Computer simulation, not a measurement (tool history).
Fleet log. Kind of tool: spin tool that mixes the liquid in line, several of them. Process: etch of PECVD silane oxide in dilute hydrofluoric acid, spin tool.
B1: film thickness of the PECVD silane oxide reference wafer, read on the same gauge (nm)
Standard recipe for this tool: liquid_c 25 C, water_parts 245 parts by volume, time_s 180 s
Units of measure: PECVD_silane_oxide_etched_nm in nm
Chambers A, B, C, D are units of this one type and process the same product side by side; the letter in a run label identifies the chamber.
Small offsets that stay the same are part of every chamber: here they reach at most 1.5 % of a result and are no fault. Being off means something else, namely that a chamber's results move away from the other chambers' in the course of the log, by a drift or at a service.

{"run": "1C", "day": 0.45, "liquid_c": 25, "water_parts": 245, "time_s": 180, "B1": 60.014, "PECVD_silane_oxide_etched_nm": 18.03}
{"run": "2B", "day": 0.85, "liquid_c": 25, "water_parts": 245, "time_s": 180, "B1": 60.009, "PECVD_silane_oxide_etched_nm": 18.012}
{"run": "3A", "day": 1.183, "liquid_c": 25, "water_parts": 245, "time_s": 180, "B1": 59.954, "PECVD_silane_oxide_etched_nm": 17.796}
{"run": "4D", "day": 1.796, "liquid_c": 25, "water_parts": 245, "time_s": 180, "B1": 59.974, "PECVD_silane_oxide_etched_nm": 17.815}
{"run": "5B", "day": 2.367, "liquid_c": 25, "water_parts": 245, "time_s": 180, "B1": 60.018, "PECVD_silane_oxide_etched_nm": 17.756}
{"run": "6A", "day": 2.65, "liquid_c": 25, "water_parts": 245, "time_s": 180, "B1": 60.008, "PECVD_silane_oxide_etched_nm": 17.801}
{"run": "7D", "day": 3.112, "liquid_c": 25, "water_parts": 245, "time_s": 180, "B1": 60.006, "PECVD_silane_oxide_etched_nm": 17.748}
{"run": "8C", "day": 3.446, "liquid_c": 25, "water_parts": 245, "time_s": 180, "B1": 60.012, "PECVD_silane_oxide_etched_nm": 17.927}
{"run": "9A", "day": 3.912, "liquid_c": 25, "water_parts": 245, "time_s": 180, "B1": 59.984, "PECVD_silane_oxide_etched_nm": 17.557}
{"run": "10B", "day": 4.25, "liquid_c": 25, "water_parts": 245, "time_s": 180, "B1": 60.007, "PECVD_silane_oxide_etched_nm": 17.896}
{"run": "11C", "day": 4.521, "liquid_c": 25, "water_parts": 245, "time_s": 180, "B1": 60.02, "PECVD_silane_oxide_etched_nm": 17.826}
{"run": "12D", "day": 5.129, "liquid_c": 25, "water_parts": 245, "time_s": 180, "B1": 59.97, "PECVD_silane_oxide_etched_nm": 17.872}
{"run": "13D", "day": 5.575, "liquid_c": 25, "water_parts": 245, "time_s": 180, "B1": 59.978, "PECVD_silane_oxide_etched_nm": 17.75}
{"run": "14A", "day": 5.896, "liquid_c": 25, "water_parts": 245, "time_s": 180, "B1": 60.02, "PECVD_silane_oxide_etched_nm": 17.773}
{"run": "15C", "day": 6.417, "liquid_c": 25, "water_parts": 245, "time_s": 180, "B1": 59.931, "PECVD_silane_oxide_etched_nm": 17.88}
{"run": "16B", "day": 6.904, "liquid_c": 25, "water_parts": 245, "time_s": 180, "B1": 59.964, "PECVD_silane_oxide_etched_nm": 17.788}
{"run": "17D", "day": 7.375, "liquid_c": 25, "water_parts": 245, "time_s": 180, "B1": 60.015, "PECVD_silane_oxide_etched_nm": 17.789}
{"day": 7.65, "done": "chamber B: thermometer replaced"}
{"run": "18A", "day": 7.75, "liquid_c": 25, "water_parts": 245, "time_s": 180, "B1": 59.989, "PECVD_silane_oxide_etched_nm": 17.839}
{"run": "19B", "day": 8.158, "liquid_c": 25, "water_parts": 245, "time_s": 180, "B1": 59.994, "PECVD_silane_oxide_etched_nm": 17.964}
{"run": "20C", "day": 8.571, "liquid_c": 25, "water_parts": 245, "time_s": 180, "B1": 59.968, "PECVD_silane_oxide_etched_nm": 17.681}
{"run": "21B", "day": 9.075, "liquid_c": 25, "water_parts": 245, "time_s": 180, "B1": 59.999, "PECVD_silane_oxide_etched_nm": 17.779}
{"run": "22C", "day": 9.55, "liquid_c": 25, "water_parts": 245, "time_s": 180, "B1": 60.026, "PECVD_silane_oxide_etched_nm": 17.511}
{"run": "23A", "day": 9.867, "liquid_c": 23, "water_parts": 245, "time_s": 180, "B1": 59.971, "PECVD_silane_oxide_etched_nm": 16.471}
{"run": "24D", "day": 10.267, "liquid_c": 23, "water_parts": 245, "time_s": 180, "B1": 60.041, "PECVD_silane_oxide_etched_nm": 16.567}
{"run": "25B", "day": 10.667, "liquid_c": 23, "water_parts": 245, "time_s": 180, "B1": 59.97, "PECVD_silane_oxide_etched_nm": 16.513}
{"day": 10.929, "done": "chamber B: hydrofluoric acid flow meter replaced"}
{"run": "26A", "day": 11.162, "liquid_c": 23, "water_parts": 245, "time_s": 180, "B1": 59.999, "PECVD_silane_oxide_etched_nm": 16.521}
{"run": "27C", "day": 11.612, "liquid_c": 30, "water_parts": 245, "time_s": 180, "B1": 60.036, "PECVD_silane_oxide_etched_nm": 20.749}
{"run": "28D", "day": 12.204, "liquid_c": 30, "water_parts": 245, "time_s": 180, "B1": 60.002, "PECVD_silane_oxide_etched_nm": 21.235}
{"run": "29B", "day": 12.658, "liquid_c": 30, "water_parts": 245, "time_s": 180, "B1": 59.998, "PECVD_silane_oxide_etched_nm": 21.237}
{"run": "30D", "day": 12.938, "liquid_c": 30, "water_parts": 245, "time_s": 180, "B1": 59.977, "PECVD_silane_oxide_etched_nm": 20.96}
{"run": "31C", "day": 13.354, "liquid_c": 25, "water_parts": 355, "time_s": 250, "B1": 59.999, "PECVD_silane_oxide_etched_nm": 14.817}
{"run": "32A", "day": 13.946, "liquid_c": 25, "water_parts": 355, "time_s": 250, "B1": 60.02, "PECVD_silane_oxide_etched_nm": 15.245}
{"run": "33B", "day": 14.333, "liquid_c": 25, "water_parts": 355, "time_s": 250, "B1": 59.981, "PECVD_silane_oxide_etched_nm": 15.434}
{"run": "34D", "day": 14.888, "liquid_c": 25, "water_parts": 355, "time_s": 250, "B1": 59.988, "PECVD_silane_oxide_etched_nm": 15.406}
{"run": "35C", "day": 15.167, "liquid_c": 25, "water_parts": 245, "time_s": 180, "B1": 60.02, "PECVD_silane_oxide_etched_nm": 17.247}
{"run": "36A", "day": 15.583, "liquid_c": 25, "water_parts": 245, "time_s": 180, "B1": 60.062, "PECVD_silane_oxide_etched_nm": 17.868}
{"run": "37B", "day": 16.05, "liquid_c": 25, "water_parts": 245, "time_s": 180, "B1": 60.015, "PECVD_silane_oxide_etched_nm": 17.841}
{"run": "38D", "day": 16.508, "liquid_c": 25, "water_parts": 245, "time_s": 180, "B1": 60.011, "PECVD_silane_oxide_etched_nm": 17.858}
{"run": "39A", "day": 16.925, "liquid_c": 25, "water_parts": 245, "time_s": 180, "B1": 59.997, "PECVD_silane_oxide_etched_nm": 17.714}
{"run": "40C", "day": 17.279, "liquid_c": 25, "water_parts": 245, "time_s": 180, "B1": 59.999, "PECVD_silane_oxide_etched_nm": 17.049}
{"run": "41A", "day": 17.65, "liquid_c": 25, "water_parts": 330, "time_s": 255, "B1": 60.024, "PECVD_silane_oxide_etched_nm": 17.231}
{"run": "42D", "day": 18.171, "liquid_c": 25, "water_parts": 330, "time_s": 255, "B1": 59.971, "PECVD_silane_oxide_etched_nm": 17.262}

The same settings go to every chamber for the next run, one line per chamber below. Forecast the results for each:
{"run": "43A", "day": 18.612, "liquid_c": 25, "water_parts": 195, "time_s": 180, "PECVD_silane_oxide_etched_nm": "?"}
{"run": "43B", "day": 18.612, "liquid_c": 25, "water_parts": 195, "time_s": 180, "PECVD_silane_oxide_etched_nm": "?"}
{"run": "43C", "day": 18.612, "liquid_c": 25, "water_parts": 195, "time_s": 180, "PECVD_silane_oxide_etched_nm": "?"}
{"run": "43D", "day": 18.612, "liquid_c": 25, "water_parts": 195, "time_s": 180, "PECVD_silane_oxide_etched_nm": "?"}

run=43A PECVD_silane_oxide_etched_nm=23.482
run=43B PECVD_silane_oxide_etched_nm=23.779
run=43C PECVD_silane_oxide_etched_nm=22.581
run=43D PECVD_silane_oxide_etched_nm=23.398

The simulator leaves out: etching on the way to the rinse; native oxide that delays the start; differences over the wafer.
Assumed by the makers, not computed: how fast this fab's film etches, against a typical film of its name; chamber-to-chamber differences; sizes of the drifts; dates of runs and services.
